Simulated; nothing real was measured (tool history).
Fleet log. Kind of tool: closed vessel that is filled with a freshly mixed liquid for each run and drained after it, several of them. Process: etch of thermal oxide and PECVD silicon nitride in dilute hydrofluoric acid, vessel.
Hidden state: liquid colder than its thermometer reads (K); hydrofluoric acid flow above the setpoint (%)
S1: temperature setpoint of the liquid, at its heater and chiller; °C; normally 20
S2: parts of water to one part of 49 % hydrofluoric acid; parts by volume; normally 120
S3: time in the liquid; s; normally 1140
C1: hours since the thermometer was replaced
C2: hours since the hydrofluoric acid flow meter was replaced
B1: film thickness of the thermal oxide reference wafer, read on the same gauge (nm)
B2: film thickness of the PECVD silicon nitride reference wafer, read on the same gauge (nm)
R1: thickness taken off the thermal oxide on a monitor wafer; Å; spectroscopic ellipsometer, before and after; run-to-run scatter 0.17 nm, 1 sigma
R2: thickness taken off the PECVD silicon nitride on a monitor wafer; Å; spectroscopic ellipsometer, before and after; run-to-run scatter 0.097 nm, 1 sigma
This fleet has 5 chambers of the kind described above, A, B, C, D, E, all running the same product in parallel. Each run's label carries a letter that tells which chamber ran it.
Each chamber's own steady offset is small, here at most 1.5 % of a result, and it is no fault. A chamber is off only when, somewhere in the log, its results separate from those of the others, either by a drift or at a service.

run   hour    S1   S2    S3      C1      C2      B1      B2      R1      R2
 1D    6.3    20  120  1140  1892.8   165.4  149.98     140   376.8  132.08
 2C   12.8    20  120  1140   145.1  1818.2  150.02  139.99  380.55  132.32
 3A   16.2    20  120  1140   468.1  1231.1  150.04  140.04  374.21  130.99
 4E   20.7    20  120  1140     625   886.2  150.03  140.01  376.05  132.32
 5B     25    20  120  1140   276.9   508.1  150.01  140.01  384.21  132.05
 6D     30    20  120  1140  1916.5   189.1  149.97  139.99  377.64  131.32
 7A   35.7    20  120  1140   487.6  1250.6     150     140  378.58  132.58
 8C   39.7    20  120  1140     172  1845.1  150.02  140.01  378.25  134.29
 9E   43.4  23.5   80  1140   647.7   908.9  149.98  139.99  681.27  253.65
10B   47.8  23.5   80  1140   299.7   530.9     150  140.05  700.35  246.05
11B   52.8  23.5   80  1140   304.7   535.9  150.01  139.97  693.14  248.18
12D   58.5  23.5   80  1140    1945   217.6     150  140.01  691.46  246.51
13A   64.2  23.5   80  1140   516.1  1279.1  149.98  139.99  691.94  251.49
14C   71.1    20  140  1140   203.4  1876.5  150.04  140.01  316.61  113.02
15E   76.6    20  140  1140   680.9   942.1  149.96  139.97   313.7  113.97
      79.2  -- chamber C: hydrofluoric acid flow meter replaced
16C     83    20  140  1140   215.3     3.9  149.97  139.95  317.59  113.88
17D     87    20  140  1140  1973.5   246.1  149.96  140.02  318.39  114.35
18B   90.8    20  140  1140   342.7   573.9  149.98  139.98  324.58  112.49
19A   97.2  18.5  120   620   549.1  1312.1  149.98     140  193.48  64.966
20E    103  18.5  120   620   707.3   968.5  150.03  139.96  191.89  65.247
21D  106.1  18.5  120   620  1992.6   265.2  150.01  140.02  194.76  64.868
22E    110  18.5  120   620   714.3   975.5  150.01  140.04  190.98  66.287
     113.8  -- chamber D: thermometer replaced
23B  114.7  18.5  120   620   366.6   597.8  149.98  139.99  197.17  64.793
24C  118.9    20  120  1140   251.2    39.8  149.98  139.99  381.26   131.2
25A  124.6    20  120  1140   576.5  1339.5  149.95  139.97  378.22  133.63
26B  131.3    20  120  1140   383.2   614.4  149.96  139.96  382.34   130.2
27A    136    20  120  1140   587.9  1350.9  149.97  140.03  380.44  132.56
28C  139.8    20  120  1140   272.1    60.7  149.96  139.95  380.28  133.16
29D  143.7    20  120  1140      30   302.8  149.94     140   379.5  131.54
30E  146.8    20  120  1140   751.1  1012.3  150.01  140.05  374.28  131.31
31A  152.6    20  120  1140   604.5  1367.5  150.03     140  374.72     131
32D  159.2    20  120  1140    45.5   318.3  150.03     140     379  132.96
33E  164.9    20  120  1140   769.2  1030.4  150.03  139.98  376.34  134.61
34C  169.3    20  120  1140   301.6    90.2  150.03  140.01  380.07  132.11
35B  174.1    20  120  1140     426   657.2     150  139.98  387.26   133.8
36E  179.3    17  120   760   783.6  1044.8  149.99     140  220.06  71.604
37C    183    17  120   760   315.3   103.9     150  140.01   221.5  71.585
38A  186.6    17  120   760   638.5  1401.5  150.05  140.06  222.25  71.796
39D  191.7    17  120   760      78   350.8  149.98  140.01  222.92  71.198
40B    196    17  120   760   447.9   679.1     150  140.02   227.2  71.076
41B  199.3    20  120  1140   451.2   682.4  150.02  140.02  384.06  129.53
42D  204.2    20  120  1140    90.5   363.3  149.99  139.99  380.38  131.89

Next, every chamber runs the same settings. What will each give?
43A  209.2  24  120  1140                   ?   ?
43B  209.2  24  120  1140                   ?   ?
43C  209.2  24  120  1140                   ?   ?
43D  209.2  24  120  1140                   ?   ?
43E  209.2  24  120  1140                   ?   ?

run      R1      R2
43A  442.49   171.4
43B  448.27  171.95
43C  444.04  171.64
43D  440.73  172.67
43E  439.45     174
